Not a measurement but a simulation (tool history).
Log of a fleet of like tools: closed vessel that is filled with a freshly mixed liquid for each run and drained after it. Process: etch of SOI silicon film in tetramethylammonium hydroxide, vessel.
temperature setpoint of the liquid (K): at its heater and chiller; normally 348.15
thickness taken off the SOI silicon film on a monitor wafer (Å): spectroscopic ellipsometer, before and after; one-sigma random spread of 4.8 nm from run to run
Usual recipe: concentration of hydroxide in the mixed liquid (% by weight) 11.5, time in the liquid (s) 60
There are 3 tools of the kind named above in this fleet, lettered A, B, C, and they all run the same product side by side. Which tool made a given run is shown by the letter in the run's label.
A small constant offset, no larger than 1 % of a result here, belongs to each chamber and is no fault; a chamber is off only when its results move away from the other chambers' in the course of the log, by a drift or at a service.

| run | hour | temperature setpoint of the liquid (K) | concentration of hydroxide in the mixed liquid (% by weight) | time in the liquid (s) | hours since the thermometer was replaced | hours since the hydroxide flow meter was replaced | read-back film thickness of the SOI silicon film reference wafer, read on the same gauge (nm) | thickness taken off the SOI silicon film on a monitor wafer (Å) |
|---|---|---|---|---|---|---|---|---|
| 1A | 12.6 | 348.15 | 11.5 | 60 | 494.8 | 818.4 | 120.01 | 5327.6 |
| 2C | 25.5 | 348.15 | 11.5 | 60 | 443.4 | 845 | 120.03 | 5379.8 |
| 3B | 38.1 | 348.15 | 11.5 | 60 | 664.4 | 578.2 | 119.95 | 5392.7 |
| 4C | 51.1 | 348.15 | 11.5 | 60 | 469 | 870.6 | 119.96 | 5371.6 |
| 5B | 59 | 342.15 | 11.5 | 60 | 685.3 | 599.1 | 119.99 | 3686.6 |
| 6A | 66.8 | 342.15 | 11.5 | 60 | 549 | 872.6 | 120 | 3738.5 |
| 7B | 77.7 | 342.15 | 11.5 | 60 | 704 | 617.8 | 120.02 | 3677 |
| 8C | 85.1 | 348.15 | 11.5 | 60 | 503 | 904.6 | 119.98 | 5425.6 |
| 9A | 92.5 | 348.15 | 11.5 | 60 | 574.7 | 898.3 | 120.04 | 5393.2 |
| 10B | 104.6 | 348.15 | 11.5 | 60 | 730.9 | 644.7 | 119.99 | 5240.6 |
| 11C | 115.1 | 348.15 | 11.5 | 60 | 533 | 934.6 | 120.02 | 5427.4 |
| 12A | 123.9 | 348.15 | 11.5 | 60 | 606.1 | 929.7 | 119.95 | 5399.9 |
| 13A | 131.4 | 348.15 | 8.5 | 80 | 613.6 | 937.2 | 119.97 | 7966.5 |
| 14B | 144.8 | 348.15 | 8.5 | 80 | 771.1 | 684.9 | 120.05 | 7664.4 |
| 15C | 153.8 | 348.15 | 8.5 | 80 | 571.7 | 973.3 | 120.01 | 8018 |
| 16A | 164.1 | 348.15 | 11.5 | 60 | 646.3 | 969.9 | 120 | 5327.4 |
| 17C | 171.3 | 348.15 | 11.5 | 60 | 589.2 | 990.8 | 120 | 5476 |
| 18B | 184.5 | 341.15 | 11.5 | 75 | 810.8 | 724.6 | 120.01 | 4203.8 |
| 19A | 191.2 | 341.15 | 11.5 | 75 | 673.4 | 997 | 120.01 | 4387.3 |
| 20B | 198.8 | 341.15 | 11.5 | 75 | 825.1 | 738.9 | 119.97 | 4207 |
| 21C | 205 | 348.15 | 11.5 | 60 | 622.9 | 1024.5 | 120 | 5358.9 |
| 22B | 214.9 | 348.15 | 11.5 | 60 | 841.2 | 755 | 119.99 | 5098.7 |
| 23A | 225.2 | 348.15 | 11.5 | 60 | 707.4 | 1031 | 120.01 | 5418.8 |
| 24C | 233.6 | 348.15 | 11.5 | 60 | 651.5 | 1053.1 | 120.01 | 5414.1 |
| 25C | 246.4 | 348.15 | 11.5 | 60 | 664.3 | 1065.9 | 120.04 | 5401.6 |
| 26A | 256.7 | 348.15 | 11.5 | 60 | 738.9 | 1062.5 | 120 | 5352.9 |
| 27B | 269.1 | 348.15 | 11.5 | 60 | 895.4 | 809.2 | 119.96 | 4998.5 |
| 28C | 278.7 | 348.15 | 11.5 | 60 | 696.6 | 1098.2 | 120.01 | 5438.4 |
| 29A | 286.4 | 348.15 | 11.5 | 90 | 768.6 | 1092.2 | 120.03 | 8025.4 |
| 30B | 297.4 | 348.15 | 11.5 | 90 | 923.7 | 837.5 | 119.95 | 7328.2 |
| 31C | 306.3 | 348.15 | 11.5 | 90 | 724.2 | 1125.8 | 119.97 | 8192.9 |
| 32B | 318.2 | 348.15 | 11.5 | 60 | 944.5 | 858.3 | 120 | 4894.2 |
| 33A | 331 | 348.15 | 11.5 | 60 | 813.2 | 1136.8 | 120.02 | 5366.5 |
| 34C | 343.5 | 348.15 | 11.5 | 60 | 761.4 | 1163 | 119.98 | 5417.2 |
| 35B | 355.7 | 348.15 | 11.5 | 60 | 982 | 895.8 | 119.98 | 4812.9 |

The same settings go to every chamber for the next run, one line per chamber below. Forecast the results for each:
| 36A | 365.5 | 348.15 | 11.5 | 60 |  |  |  | ? |
| 36B | 365.5 | 348.15 | 11.5 | 60 |  |  |  | ? |
| 36C | 365.5 | 348.15 | 11.5 | 60 |  |  |  | ? |

| run | thickness taken off the SOI silicon film on a monitor wafer (Å) |
|---|---|
| 36A | 5325.9 |
| 36B | 4865.6 |
| 36C | 5331.1 |
